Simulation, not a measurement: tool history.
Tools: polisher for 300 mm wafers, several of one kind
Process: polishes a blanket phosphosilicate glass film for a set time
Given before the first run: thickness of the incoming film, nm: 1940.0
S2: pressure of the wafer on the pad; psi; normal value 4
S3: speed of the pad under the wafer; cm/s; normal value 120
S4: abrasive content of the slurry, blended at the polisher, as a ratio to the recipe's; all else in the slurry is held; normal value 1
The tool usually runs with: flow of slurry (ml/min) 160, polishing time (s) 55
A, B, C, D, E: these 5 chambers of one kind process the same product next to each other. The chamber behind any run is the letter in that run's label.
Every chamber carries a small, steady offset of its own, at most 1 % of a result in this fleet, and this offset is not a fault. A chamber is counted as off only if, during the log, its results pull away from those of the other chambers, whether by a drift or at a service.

At hour 4.7: chamber A: worn pad replaced by a new one.
Run 1A, hour 4.8: usual settings. Result: film removed (angstrom) 7752.
Run 2D, hour 7.6: usual settings. Result: film removed (angstrom) 7699.6.
Run 3C, hour 12.7: usual settings. Result: film removed (angstrom) 7722.6.
Run 4E, hour 16.5: usual settings. Result: film removed (angstrom) 7664.1.
At hour 16.6: chamber C: head pressure recalibrated.
Run 5B, hour 21.9: usual settings. Result: film removed (angstrom) 7720.
Run 6C, hour 27.2: usual settings but flow of slurry (ml/min) 140, S4 0.9. Result: film removed (angstrom) 7110.7.
At hour 27.6: chamber C: slurry blender recalibrated.
At hour 28.4: chamber B: slurry blender recalibrated.
Run 7A, hour 31.1: usual settings but flow of slurry (ml/min) 140, S4 0.9. Result: film removed (angstrom) 7237.4.
Run 8B, hour 35.7: usual settings but flow of slurry (ml/min) 140, S4 0.9. Result: film removed (angstrom) 7180.1.
At hour 37.9: chamber D: worn pad replaced by a new one.
Run 9E, hour 38.7: usual settings but flow of slurry (ml/min) 140, S4 0.9. Result: film removed (angstrom) 7138.6.
At hour 39.9: chamber E: worn pad replaced by a new one.
Run 10D, hour 43.2: usual settings but flow of slurry (ml/min) 140, S4 0.9. Result: film removed (angstrom) 7175.7.
Run 11B, hour 47.5: usual settings. Result: film removed (angstrom) 7765.4.
At hour 49.8: chamber A: slurry blender recalibrated.
Run 12D, hour 53.1: usual settings but flow of slurry (ml/min) 115, S2 3.6 psi. Result: film removed (angstrom) 6474.2.
At hour 55.4: chamber B: worn pad replaced by a new one.
Run 13C, hour 58.9: usual settings but flow of slurry (ml/min) 115, S2 3.6 psi. Result: film removed (angstrom) 6495.
Run 14E, hour 64.8: usual settings but flow of slurry (ml/min) 115, S2 3.6 psi. Result: film removed (angstrom) 6487.3.
Run 15A, hour 69.3: usual settings but flow of slurry (ml/min) 115, S2 3.6 psi. Result: film removed (angstrom) 6511.5.
Run 16D, hour 73.2: usual settings but flow of slurry (ml/min) 115, S2 3.6 psi. Result: film removed (angstrom) 6476.1.
Run 17E, hour 77.7: usual settings. Result: film removed (angstrom) 7647.8.
Run 18B, hour 82: usual settings. Result: film removed (angstrom) 7746.3.
At hour 86.9: chamber D: conditioning disc replaced and pad reconditioned.
Run 19C, hour 86.9: usual settings. Result: film removed (angstrom) 7648.8.
Run 20A, hour 90: usual settings. Result: film removed (angstrom) 7736.2.
Run 21A, hour 95.2: usual settings. Result: film removed (angstrom) 7683.2.
At hour 95.6: chamber C: worn pad replaced by a new one.
Run 22D, hour 100.4: usual settings. Result: film removed (angstrom) 7663.7.
Run 23E, hour 103.9: usual settings. Result: film removed (angstrom) 7751.2.
At hour 106.3: chamber B: head pressure recalibrated.
Run 24B, hour 109.4: usual settings. Result: film removed (angstrom) 8300.5.
Run 25C, hour 115.2: usual settings. Result: film removed (angstrom) 7683.8.
At hour 118.7: chamber D: slurry blender recalibrated.
Run 26B, hour 119.4: usual settings. Result: film removed (angstrom) 8224.6.
At hour 119.5: chamber E: conditioning disc replaced and pad reconditioned.
At hour 120.2: chamber E: worn pad replaced by a new one.
At hour 121.6: chamber B: conditioning disc replaced and pad reconditioned.
Run 27E, hour 123.3: usual settings. Result: film removed (angstrom) 7754.3.
At hour 123.8: chamber A: head pressure recalibrated.
Run 28A, hour 127: usual settings. Result: film removed (angstrom) 7652.8.
Run 29D, hour 132.4: usual settings. Result: film removed (angstrom) 7705.
Run 30C, hour 135.7: usual settings. Result: film removed (angstrom) 7669.9.
At hour 140.8: chamber D: head pressure recalibrated.
Run 31B, hour 141.4: usual settings. Result: film removed (angstrom) 8215.7.
Run 32D, hour 145.6: usual settings. Result: film removed (angstrom) 7712.5.
At hour 147.9: chamber B: slurry blender recalibrated.
Run 33A, hour 151.2: usual settings. Result: film removed (angstrom) 7722.6.
Run 34E, hour 153.8: usual settings. Result: film removed (angstrom) 7639.6.
Run 35C, hour 156.5: usual settings. Result: film removed (angstrom) 7682.
Run 36E, hour 159.4: usual settings. Result: film removed (angstrom) 7752.4.
Run 37A, hour 165.1: usual settings. Result: film removed (angstrom) 7751.2.
At hour 166.8: chamber C: conditioning disc replaced and pad reconditioned.
Run 38D, hour 169.9: usual settings. Result: film removed (angstrom) 7696.3.
Run 39B, hour 173.6: usual settings. Result: film removed (angstrom) 8338.5.
Run 40C, hour 178.5: usual settings. Result: film removed (angstrom) 7613.4.

Predict what each chamber gives when all 5 of them run the settings below next.
Run 41A, hour 182.8: usual settings but S4 1.3. Result: film removed (angstrom) ?.
Run 41B, hour 182.8: usual settings but S4 1.3. Result: film removed (angstrom) ?.
Run 41C, hour 182.8: usual settings but S4 1.3. Result: film removed (angstrom) ?.
Run 41D, hour 182.8: usual settings but S4 1.3. Result: film removed (angstrom) ?.
Run 41E, hour 182.8: usual settings but S4 1.3. Result: film removed (angstrom) ?.

run  film removed (angstrom)
41A                     8685
41B                   9209.3
41C                   8594.1
41D                   8607.1
41E                   8539.2
